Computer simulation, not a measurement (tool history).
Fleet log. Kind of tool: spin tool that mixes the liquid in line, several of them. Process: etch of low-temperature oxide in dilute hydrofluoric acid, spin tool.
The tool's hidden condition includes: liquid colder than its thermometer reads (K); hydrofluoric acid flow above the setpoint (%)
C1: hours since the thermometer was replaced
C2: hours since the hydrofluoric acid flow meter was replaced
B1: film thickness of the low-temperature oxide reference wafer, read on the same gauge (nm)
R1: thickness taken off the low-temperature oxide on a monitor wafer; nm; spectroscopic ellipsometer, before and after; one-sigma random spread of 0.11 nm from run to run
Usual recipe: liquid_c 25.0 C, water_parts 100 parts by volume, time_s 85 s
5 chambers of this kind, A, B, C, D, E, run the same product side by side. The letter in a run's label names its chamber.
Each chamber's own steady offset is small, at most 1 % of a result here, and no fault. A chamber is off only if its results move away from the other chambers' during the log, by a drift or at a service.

run 1A hour=6.9 | liquid_c=25.0 water_parts=100 time_s=85 | C1=353.7 C2=1725.6 | B1=150.00 | R1=11.266
run 2C hour=12.9 | liquid_c=25.0 water_parts=100 time_s=85 | C1=51.4 C2=1299.7 | B1=150.01 | R1=11.523
run 3E hour=19.3 | liquid_c=25.0 water_parts=100 time_s=85 | C1=126.3 C2=208.1 | B1=150.00 | R1=11.208
run 4D hour=27.0 | liquid_c=25.0 water_parts=100 time_s=85 | C1=1753.4 C2=581.6 | B1=150.00 | R1=11.372
run 5B hour=38.4 | liquid_c=25.0 water_parts=100 time_s=85 | C1=255.3 C2=614.3 | B1=150.01 | R1=11.216
run 6B hour=47.4 | liquid_c=25.0 water_parts=100 time_s=85 | C1=264.3 C2=623.3 | B1=150.00 | R1=11.280
run 7E hour=58.2 | liquid_c=25.0 water_parts=100 time_s=85 | C1=165.2 C2=247.0 | B1=149.99 | R1=11.320
run 8D hour=67.5 | liquid_c=25.0 water_parts=100 time_s=85 | C1=1793.9 C2=622.1 | B1=150.01 | R1=11.290
run 9C hour=78.3 | liquid_c=25.0 water_parts=100 time_s=85 | C1=116.8 C2=1365.1 | B1=149.99 | R1=11.089
run 10A hour=89.6 | liquid_c=27.5 water_parts=100 time_s=100 | C1=436.4 C2=1808.3 | B1=149.97 | R1=14.419
run 11A hour=95.6 | liquid_c=27.5 water_parts=100 time_s=100 | C1=442.4 C2=1814.3 | B1=150.00 | R1=14.436
run 12B hour=102.6 | liquid_c=27.5 water_parts=100 time_s=100 | C1=319.5 C2=678.5 | B1=150.02 | R1=14.825
run 13D hour=111.9 | liquid_c=27.5 water_parts=100 time_s=100 | C1=1838.3 C2=666.5 | B1=150.01 | R1=14.474
run 14C hour=122.4 | liquid_c=27.5 water_parts=100 time_s=100 | C1=160.9 C2=1409.2 | B1=150.00 | R1=14.484
run 15E hour=128.3 | liquid_c=21.5 water_parts=55 time_s=85 | C1=235.3 C2=317.1 | B1=150.03 | R1=18.420
run 16B hour=138.6 | liquid_c=21.5 water_parts=55 time_s=85 | C1=355.5 C2=714.5 | B1=150.02 | R1=18.585
run 17E hour=150.1 | liquid_c=21.5 water_parts=55 time_s=85 | C1=257.1 C2=338.9 | B1=149.97 | R1=18.070
run 18D hour=158.7 | liquid_c=21.5 water_parts=55 time_s=85 | C1=1885.1 C2=713.3 | B1=150.00 | R1=18.961
run 19C hour=169.9 | liquid_c=21.5 water_parts=55 time_s=85 | C1=208.4 C2=1456.7 | B1=149.98 | R1=18.903
run 20A hour=175.4 | liquid_c=25.0 water_parts=100 time_s=85 | C1=522.2 C2=1894.1 | B1=150.02 | R1=11.205
run 21B hour=182.8 | liquid_c=25.0 water_parts=100 time_s=85 | C1=399.7 C2=758.7 | B1=150.00 | R1=11.402
run 22D hour=192.0 | liquid_c=25.0 water_parts=100 time_s=85 | C1=1918.4 C2=746.6 | B1=150.00 | R1=11.111
run 23E hour=202.1 | liquid_c=25.0 water_parts=100 time_s=85 | C1=309.1 C2=390.9 | B1=149.99 | R1=11.272
run 24A hour=209.2 | liquid_c=25.0 water_parts=100 time_s=85 | C1=556.0 C2=1927.9 | B1=150.00 | R1=11.200
run 25C hour=218.0 | liquid_c=25.0 water_parts=100 time_s=85 | C1=256.5 C2=1504.8 | B1=150.03 | R1=11.187
run 26E hour=225.7 | liquid_c=25.0 water_parts=100 time_s=115 | C1=332.7 C2=414.5 | B1=149.99 | R1=15.240
run 27A hour=234.8 | liquid_c=25.0 water_parts=100 time_s=115 | C1=581.6 C2=1953.5 | B1=150.00 | R1=15.097
run 28C hour=242.1 | liquid_c=25.0 water_parts=100 time_s=115 | C1=280.6 C2=1528.9 | B1=149.99 | R1=15.012
run 29D hour=252.7 | liquid_c=25.0 water_parts=100 time_s=115 | C1=1979.1 C2=807.3 | B1=149.99 | R1=15.325
-- hour=253.2 chamber D: hydrofluoric acid flow meter replaced
run 30B hour=262.1 | liquid_c=25.0 water_parts=100 time_s=115 | C1=479.0 C2=838.0 | B1=150.00 | R1=15.642
run 31C hour=272.2 | liquid_c=25.0 water_parts=100 time_s=85 | C1=310.7 C2=1559.0 | B1=150.02 | R1=11.055
run 32E hour=281.6 | liquid_c=25.0 water_parts=100 time_s=85 | C1=388.6 C2=470.4 | B1=150.00 | R1=11.264
run 33B hour=292.6 | liquid_c=25.0 water_parts=100 time_s=85 | C1=509.5 C2=868.5 | B1=150.00 | R1=11.452
run 34D hour=300.9 | liquid_c=25.0 water_parts=100 time_s=85 | C1=2027.3 C2=47.8 | B1=150.02 | R1=11.019
run 35A hour=311.6 | liquid_c=25.0 water_parts=100 time_s=85 | C1=658.4 C2=2030.3 | B1=149.98 | R1=11.243
run 36A hour=318.1 | liquid_c=25.0 water_parts=100 time_s=85 | C1=664.9 C2=2036.8 | B1=150.01 | R1=11.290
run 37E hour=326.4 | liquid_c=25.0 water_parts=100 time_s=85 | C1=433.4 C2=515.2 | B1=150.00 | R1=10.981
run 38C hour=332.3 | liquid_c=25.0 water_parts=100 time_s=85 | C1=370.8 C2=1619.1 | B1=150.00 | R1=11.168
run 39D hour=341.3 | liquid_c=25.0 water_parts=100 time_s=85 | C1=2067.7 C2=88.2 | B1=150.03 | R1=11.129
run 40B hour=347.0 | liquid_c=25.0 water_parts=100 time_s=130 | C1=563.9 C2=922.9 | B1=149.99 | R1=17.793
run 41B hour=356.1 | liquid_c=25.0 water_parts=100 time_s=130 | C1=573.0 C2=932.0 | B1=150.01 | R1=18.001

Next, every chamber runs the same settings. What will each give?
run 42A hour=364.4 | liquid_c=25.0 water_parts=100 time_s=85 | R1=?
run 42B hour=364.4 | liquid_c=25.0 water_parts=100 time_s=85 | R1=?
run 42C hour=364.4 | liquid_c=25.0 water_parts=100 time_s=85 | R1=?
run 42D hour=364.4 | liquid_c=25.0 water_parts=100 time_s=85 | R1=?
run 42E hour=364.4 | liquid_c=25.0 water_parts=100 time_s=85 | R1=?

run=42A R1=11.214
run=42B R1=11.832
run=42C R1=11.159
run=42D R1=11.171
run=42E R1=11.204
